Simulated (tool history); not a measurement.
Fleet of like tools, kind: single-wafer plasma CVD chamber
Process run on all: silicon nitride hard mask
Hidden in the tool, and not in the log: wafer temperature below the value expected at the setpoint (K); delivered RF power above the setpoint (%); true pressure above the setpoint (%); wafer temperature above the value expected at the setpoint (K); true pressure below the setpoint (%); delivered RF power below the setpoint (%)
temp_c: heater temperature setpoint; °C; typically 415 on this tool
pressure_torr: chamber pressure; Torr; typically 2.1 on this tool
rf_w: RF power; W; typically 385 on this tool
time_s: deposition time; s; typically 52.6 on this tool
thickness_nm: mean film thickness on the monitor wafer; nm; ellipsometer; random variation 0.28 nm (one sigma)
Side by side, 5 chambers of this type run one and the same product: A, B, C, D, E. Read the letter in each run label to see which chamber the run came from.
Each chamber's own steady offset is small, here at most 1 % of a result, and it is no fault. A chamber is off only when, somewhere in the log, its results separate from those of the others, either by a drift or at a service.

run     day  temp_c  pressure_torr  rf_w  time_s  hours since the last thermocouple change  hours since the last RF generator calibration  hours since the last manometer calibration  read-back reference wafer on the same gauge, thickness_nm  thickness_nm
 1D   0.467     415            2.1   385    52.6                                    2475.0                                          736.6                                       675.0                                                     87.788        76.037
 2A   0.792     415            2.1   385    52.6                                     936.4                                         1024.5                                       759.6                                                     87.779        75.830
      1.096  -- chamber D: thermocouple changed; heater temperature recalibrated
 3C   1.158     415            2.1   385    52.6                                     352.7                                         1582.2                                      1438.5                                                     87.786        75.177
 4B   1.500     415            2.1   385    52.6                                    2064.1                                          309.7                                       645.1                                                     87.891        76.215
 5E   1.900     415            2.1   385    52.6                                    1988.0                                         2416.3                                       579.0                                                     87.877        76.197
 6D   2.171     415            2.1   385    52.6                                      25.8                                          777.5                                       715.9                                                     87.831        75.600
 7B   2.675     405            2.1   345    52.6                                    2092.3                                          337.9                                       673.3                                                     87.793        71.457
 8E   3.054     405            2.1   345    52.6                                    2015.7                                         2444.0                                       606.7                                                     87.787        71.605
 9A   3.358     405            2.1   345    52.6                                     998.0                                         1086.1                                       821.2                                                     87.894        71.853
10C   3.971     405            2.1   345    52.6                                     420.2                                         1649.7                                      1506.0                                                     87.807        70.446
11C   4.588     405            2.1   345    52.6                                     435.0                                         1664.5                                      1520.8                                                     87.833        70.464
12B   4.896     415            2.1   385    52.6                                    2145.6                                          391.2                                       726.6                                                     87.861        76.161
13E   5.233     415            2.1   385    52.6                                    2068.0                                         2496.3                                       659.0                                                     87.823        76.174
14A   5.675     415            2.1   385    52.6                                    1053.6                                         1141.7                                       876.8                                                     87.821        76.135
      5.712  -- chamber A: thermocouple changed; heater temperature recalibrated
15D   6.171     415            2.1   385    52.6                                     121.8                                          873.5                                       811.9                                                     87.849        75.821
16D   6.683     415            2.1   385    52.6                                     134.1                                          885.8                                       824.2                                                     87.878        75.929
17C   7.221     415            2.1   385    52.6                                     498.2                                         1727.7                                      1584.0                                                     87.733        75.058
18B   7.508     415            2.1   385    52.6                                    2208.3                                          453.9                                       789.3                                                     87.789        76.978
19A   8.050     415            2.1   385    52.6                                      56.1                                         1198.7                                       933.8                                                     87.806        76.127
20E   8.654     415            2.1   385    52.6                                    2150.1                                         2578.4                                       741.1                                                     87.837        75.772
21B   9.029     415            2.1   385    52.6                                    2244.8                                          490.4                                       825.8                                                     87.776        76.356
22D   9.350     415            2.1   385    52.6                                     198.1                                          949.8                                       888.2                                                     87.838        75.754
      9.375  -- chamber E: RF generator calibrated
      9.733  -- chamber B: thermocouple changed; heater temperature recalibrated
23E   9.871     415            2.1   385    52.6                                    2179.3                                           11.9                                       770.3                                                     87.725        75.406
24C  10.304     415            2.1   385    52.6                                     572.2                                         1801.7                                      1658.0                                                     87.852        75.077
25A  10.767     415            2.1   385    52.6                                     121.3                                         1263.9                                       999.0                                                     87.754        76.698
     11.046  -- chamber A: capacitance manometer re-zeroed and calibrated
26E  11.158     415            2.1   385    52.6                                    2210.2                                           42.8                                       801.2                                                     87.902        75.959
27D  11.700     426            2.1   385    55.9                                     254.5                                         1006.2                                       944.6                                                     87.819        79.875
28C  12.017     426            2.1   385    55.9                                     613.3                                         1842.8                                      1699.1                                                     87.795        79.213
29A  12.542     426            2.1   385    55.9                                     163.9                                         1306.5                                        35.9                                                     87.843        80.569
30B  13.046     426            2.1   385    55.9                                      79.5                                          586.8                                       922.2                                                     87.805        80.903
31B  13.529     426            2.1   385    55.9                                      91.1                                          598.4                                       933.8                                                     87.787        80.784
32E  14.029     415            2.1   385    52.6                                    2279.1                                          111.7                                       870.1                                                     87.713        76.091
33D  14.562     415            2.1   385    52.6                                     323.2                                         1074.9                                      1013.3                                                     87.778        75.450
34A  15.179     415            2.1   385    52.6                                     227.2                                         1369.8                                        99.2                                                     87.802        76.207
35C  15.500     415            2.1   385    52.6                                     696.9                                         1926.4                                      1782.7                                                     87.796        73.909
     15.729  -- chamber E: thermocouple changed; heater temperature recalibrated
36B  15.933     415            2.1   385    52.6                                     148.8                                          656.1                                       991.5                                                     87.865        76.302
37A  16.358     415            2.1   385    52.6                                     255.5                                         1398.1                                       127.5                                                     87.849        75.952
38E  16.625     415            2.1   385    52.6                                      21.5                                          174.0                                       932.4                                                     87.868        75.843
39D  17.092     415            2.1   385    52.6                                     383.9                                         1135.6                                      1074.0                                                     87.923        76.167
40C  17.554     415            2.1   385    52.6                                     746.2                                         1975.7                                      1832.0                                                     87.785        73.891
41E  17.833     415            2.1   385    52.6                                      50.5                                          203.0                                       961.4                                                     87.852        75.596
42A  18.275     415            2.1   385    52.6                                     301.5                                         1444.1                                       173.5                                                     87.790        76.244

The same settings go to every chamber for the next run, one line per chamber below. Forecast the results for each:
43A  18.717     415            2.1   385    46.5                                                                                                                                                                                                             ?
43B  18.717     415            2.1   385    46.5                                                                                                                                                                                                             ?
43C  18.717     415            2.1   385    46.5                                                                                                                                                                                                             ?
43D  18.717     415            2.1   385    46.5                                                                                                                                                                                                             ?
43E  18.717     415            2.1   385    46.5                                                                                                                                                                                                             ?

run  thickness_nm
43A        67.530
43B        67.725
43C        64.408
43D        66.823
43E        67.087
